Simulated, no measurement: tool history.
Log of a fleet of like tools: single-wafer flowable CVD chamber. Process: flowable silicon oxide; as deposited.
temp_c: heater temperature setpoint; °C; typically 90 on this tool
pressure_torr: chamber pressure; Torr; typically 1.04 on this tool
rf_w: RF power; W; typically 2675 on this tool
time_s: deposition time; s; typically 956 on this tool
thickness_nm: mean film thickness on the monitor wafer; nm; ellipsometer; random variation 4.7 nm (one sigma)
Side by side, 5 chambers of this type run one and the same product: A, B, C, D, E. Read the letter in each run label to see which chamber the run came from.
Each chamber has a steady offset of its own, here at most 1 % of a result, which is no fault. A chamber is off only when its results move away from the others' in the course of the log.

| run | hour | temp_c | pressure_torr | rf_w | time_s | read-back reference wafer on the same gauge, thickness_nm | thickness_nm |
|---|---|---|---|---|---|---|---|
| 1E | 6.8 | 90 | 1.04 | 2675 | 956 | 1061.1 | 1190.80 |
| 2A | 12.1 | 90 | 1.04 | 2675 | 956 | 1060.2 | 1177.30 |
| 3B | 22.0 | 90 | 1.04 | 2675 | 956 | 1059.4 | 1183.50 |
| 4C | 28.7 | 90 | 1.04 | 2675 | 956 | 1061.1 | 1176.90 |
| 5D | 40.0 | 90 | 1.04 | 2675 | 956 | 1059.5 | 1174.20 |
| 6E | 49.4 | 90 | 0.94 | 2675 | 956 | 1059.6 | 1044.40 |
| 7B | 55.1 | 90 | 0.94 | 2675 | 956 | 1059.7 | 1051.40 |
| 8A | 66.3 | 90 | 0.94 | 2675 | 956 | 1060.9 | 1040.70 |
| 9C | 75.3 | 90 | 0.94 | 2675 | 956 | 1060.3 | 1049.90 |
| 10D | 84.0 | 90 | 0.94 | 2675 | 956 | 1061.5 | 1034.60 |
| 11C | 89.2 | 90 | 1.04 | 2675 | 956 | 1060.6 | 1185.10 |
| 12D | 97.1 | 90 | 1.04 | 2675 | 956 | 1060.5 | 1171.20 |
| 13B | 105.9 | 90 | 1.04 | 2675 | 956 | 1060.6 | 1183.90 |
| 14A | 115.5 | 90 | 1.04 | 2675 | 956 | 1060.0 | 1166.10 |
| 15E | 124.4 | 90 | 1.04 | 2675 | 956 | 1060.7 | 1183.60 |
| 16D | 130.2 | 90 | 1.04 | 2675 | 956 | 1060.4 | 1171.50 |
| 17B | 141.7 | 90 | 1.04 | 2675 | 956 | 1060.9 | 1183.90 |
| 18C | 147.5 | 90 | 1.04 | 2855 | 956 | 1059.9 | 1195.30 |
| 19A | 157.0 | 90 | 1.04 | 2855 | 956 | 1060.1 | 1188.50 |
| 20E | 165.6 | 90 | 1.04 | 2855 | 956 | 1060.4 | 1189.20 |
| 21D | 173.9 | 90 | 1.04 | 2855 | 956 | 1059.7 | 1175.90 |
| 22C | 185.1 | 90 | 1.04 | 2855 | 956 | 1059.8 | 1180.30 |
| 23E | 193.6 | 90 | 1.04 | 2675 | 956 | 1059.6 | 1177.40 |
|  | 196.5 | chamber C: thermocouple changed; heater temperature recalibrated |
| 24A | 201.9 | 90 | 1.04 | 2675 | 956 | 1059.2 | 1184.00 |
| 25B | 213.1 | 90 | 1.04 | 2675 | 956 | 1060.2 | 1177.10 |
| 26D | 220.4 | 90 | 1.04 | 2675 | 956 | 1059.7 | 1176.80 |
| 27C | 227.0 | 90 | 1.04 | 2675 | 956 | 1060.8 | 1127.90 |
| 28A | 236.4 | 90 | 1.04 | 2675 | 956 | 1060.5 | 1182.50 |
| 29E | 242.6 | 90 | 1.04 | 2675 | 956 | 1060.2 | 1182.60 |
| 30B | 251.2 | 90 | 1.04 | 2675 | 956 | 1060.6 | 1183.70 |
| 31A | 259.3 | 77 | 1.04 | 2675 | 956 | 1058.3 | 1718.50 |
| 32B | 269.0 | 77 | 1.04 | 2675 | 956 | 1059.6 | 1722.30 |
| 33D | 275.6 | 77 | 1.04 | 2675 | 956 | 1059.6 | 1722.70 |
| 34C | 282.9 | 77 | 1.04 | 2675 | 956 | 1059.8 | 1662.10 |
| 35E | 288.4 | 77 | 1.04 | 2675 | 956 | 1059.9 | 1726.30 |
|  | 290.8 | chamber C: capacitance manometer re-zeroed and calibrated |
| 36C | 298.5 | 90 | 1.04 | 2675 | 956 | 1059.3 | 1117.30 |
| 37A | 307.2 | 90 | 1.04 | 2675 | 956 | 1060.3 | 1173.70 |
|  | 307.8 | chamber D: thermocouple changed; heater temperature recalibrated |
| 38E | 317.2 | 90 | 1.04 | 2675 | 956 | 1060.7 | 1187.50 |
| 39D | 324.1 | 90 | 1.04 | 2675 | 956 | 1060.0 | 1181.50 |
| 40B | 332.4 | 90 | 1.04 | 2675 | 956 | 1059.7 | 1177.80 |
| 41B | 343.6 | 85 | 1.04 | 2675 | 956 | 1060.3 | 1373.10 |
| 42E | 353.1 | 85 | 1.04 | 2675 | 956 | 1059.6 | 1373.30 |

One chamber off, gauge drift, or nothing amiss beyond the chambers' own small offsets? If it is a chamber, which one, and what is the likeliest cause?

A service on chamber C put it out of line with the rest.
Likeliest cause: wafer temperature above the value expected at the setpoint (K) = 1.41.

Chamber C could run next with any of the 4 candidate recipes listed below; each alters the usual settings, and their results appear as question marks. Which one brings its results back in line with what the other chambers deliver on the usual settings?
To be in line, a result may differ from the other chambers' mean on the usual settings by at most: thickness_nm 17.00 nm
| 43C-1 | 361.6 | 91 | 1.03 | 2675 | 951 |  | ? |
| 43C-2 | 361.6 | 90 | 1.04 | 2670 | 936 |  | ? |
| 43C-3 | 361.6 | 90 | 1.08 | 2675 | 956 |  | ? |
| 43C-4 | 361.6 | 90 | 1.06 | 2675 | 956 |  | ? |

The mean the other chambers reach with the usual settings: thickness_nm 1180.30 nm
| run | thickness_nm |
|---|---|
| 43C-1 | 1068.00 |
| 43C-2 | 1100.00 |
| 43C-3 | 1172.30 |
| 43C-4 | 1148.00 |
43C-3 puts the chamber back in line with the other chambers.
